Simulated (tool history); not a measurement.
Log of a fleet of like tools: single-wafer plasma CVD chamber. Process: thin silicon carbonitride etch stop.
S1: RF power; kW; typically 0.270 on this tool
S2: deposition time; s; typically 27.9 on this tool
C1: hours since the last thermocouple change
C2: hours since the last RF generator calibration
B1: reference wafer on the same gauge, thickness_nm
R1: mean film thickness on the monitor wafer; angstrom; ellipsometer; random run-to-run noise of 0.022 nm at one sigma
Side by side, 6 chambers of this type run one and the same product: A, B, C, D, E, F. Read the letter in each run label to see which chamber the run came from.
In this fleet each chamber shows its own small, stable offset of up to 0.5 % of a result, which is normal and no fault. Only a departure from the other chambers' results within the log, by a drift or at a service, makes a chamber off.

| run | day | S1 | S2 | C1 | C2 | B1 | R1 |
|---|---|---|---|---|---|---|---|
| 1C | 0.304 | 0.270 | 27.9 | 1936.4 | 912.0 | 15.195 | 172.62 |
| 2F | 0.883 | 0.270 | 27.9 | 1366.1 | 1505.7 | 15.200 | 174.70 |
| 3E | 1.354 | 0.270 | 27.9 | 1725.3 | 1168.6 | 15.194 | 173.90 |
| 4A | 1.842 | 0.270 | 27.9 | 1983.7 | 1887.6 | 15.190 | 174.49 |
| 5D | 2.404 | 0.270 | 27.9 | 794.7 | 862.3 | 15.187 | 173.86 |
| 6B | 2.967 | 0.270 | 31.5 | 2224.2 | 162.3 | 15.181 | 197.45 |
| 7F | 3.442 | 0.270 | 31.5 | 1427.5 | 1567.1 | 15.191 | 197.11 |
| 8A | 3.888 | 0.270 | 31.5 | 2032.8 | 1936.7 | 15.181 | 196.58 |
| 9B | 4.354 | 0.270 | 31.5 | 2257.5 | 195.6 | 15.185 | 196.48 |
| 10C | 4.892 | 0.270 | 31.5 | 2046.5 | 1022.1 | 15.176 | 195.09 |
| 11E | 5.179 | 0.270 | 31.5 | 1817.1 | 1260.4 | 15.179 | 196.16 |
|  | 5.479 | chamber F: RF generator calibrated |
| 12D | 5.788 | 0.295 | 27.9 | 875.9 | 943.5 | 15.170 | 178.64 |
| 13F | 6.412 | 0.295 | 27.9 | 1498.8 | 22.5 | 15.171 | 178.85 |
| 14C | 6.733 | 0.295 | 27.9 | 2090.7 | 1066.3 | 15.171 | 177.81 |
|  | 7.004 | chamber A: thermocouple changed; heater temperature recalibrated |
| 15A | 7.267 | 0.295 | 27.9 | 6.3 | 2017.8 | 15.173 | 178.98 |
| 16E | 7.821 | 0.295 | 27.9 | 1880.5 | 1323.8 | 15.168 | 178.49 |
| 17B | 8.162 | 0.295 | 27.9 | 2348.9 | 287.0 | 15.164 | 178.83 |
| 18D | 8.529 | 0.270 | 27.9 | 941.7 | 1009.3 | 15.162 | 174.00 |
| 19A | 8.888 | 0.270 | 27.9 | 45.2 | 2056.7 | 15.160 | 174.38 |
| 20C | 9.162 | 0.270 | 27.9 | 2149.0 | 1124.6 | 15.158 | 172.73 |
| 21F | 9.629 | 0.270 | 27.9 | 1576.0 | 99.7 | 15.153 | 174.29 |
| 22B | 10.225 | 0.270 | 27.9 | 2398.4 | 336.5 | 15.153 | 174.25 |
| 23D | 10.717 | 0.270 | 27.9 | 994.2 | 1061.8 | 15.152 | 173.92 |
| 24E | 11.329 | 0.295 | 24.4 | 1964.7 | 1408.0 | 15.147 | 155.65 |
| 25A | 11.896 | 0.295 | 24.4 | 117.4 | 2128.9 | 15.146 | 156.12 |
| 26B | 12.388 | 0.295 | 24.4 | 2450.3 | 388.4 | 15.141 | 156.45 |
| 27D | 12.675 | 0.295 | 24.4 | 1041.2 | 1108.8 | 15.147 | 156.19 |
| 28E | 13.038 | 0.295 | 24.4 | 2005.7 | 1449.0 | 15.141 | 155.80 |
|  | 13.117 | chamber E: thermocouple changed; heater temperature recalibrated |
| 29F | 13.421 | 0.295 | 24.4 | 1667.0 | 190.7 | 15.141 | 156.43 |
| 30C | 13.754 | 0.270 | 27.9 | 2259.2 | 1234.8 | 15.138 | 172.34 |
| 31F | 14.067 | 0.270 | 27.9 | 1682.5 | 206.2 | 15.139 | 173.79 |
| 32C | 14.662 | 0.270 | 27.9 | 2281.0 | 1256.6 | 15.136 | 171.87 |
| 33D | 15.050 | 0.270 | 27.9 | 1098.2 | 1165.8 | 15.135 | 174.02 |
|  | 15.246 | chamber A: RF generator calibrated |
| 34A | 15.575 | 0.270 | 24.3 | 205.7 | 7.9 | 15.133 | 151.55 |
| 35B | 15.862 | 0.270 | 24.3 | 2533.7 | 471.8 | 15.129 | 151.51 |
| 36E | 16.458 | 0.270 | 24.3 | 80.3 | 1531.1 | 15.129 | 151.35 |
| 37E | 16.792 | 0.270 | 24.3 | 88.3 | 1539.1 | 15.124 | 150.88 |
| 38C | 17.292 | 0.270 | 24.3 | 2344.1 | 1319.7 | 15.123 | 149.78 |

Has any chamber moved away from the others, gradually or after a service, or does the common gauge drift, or do the chambers differ only by their own small steady offsets? State the chamber and the most likely cause if one applies.

The gauge drifts, so all chambers seem to drift together. No chamber is off.
Most likely cause: gauge reads low (%) = 0.509.

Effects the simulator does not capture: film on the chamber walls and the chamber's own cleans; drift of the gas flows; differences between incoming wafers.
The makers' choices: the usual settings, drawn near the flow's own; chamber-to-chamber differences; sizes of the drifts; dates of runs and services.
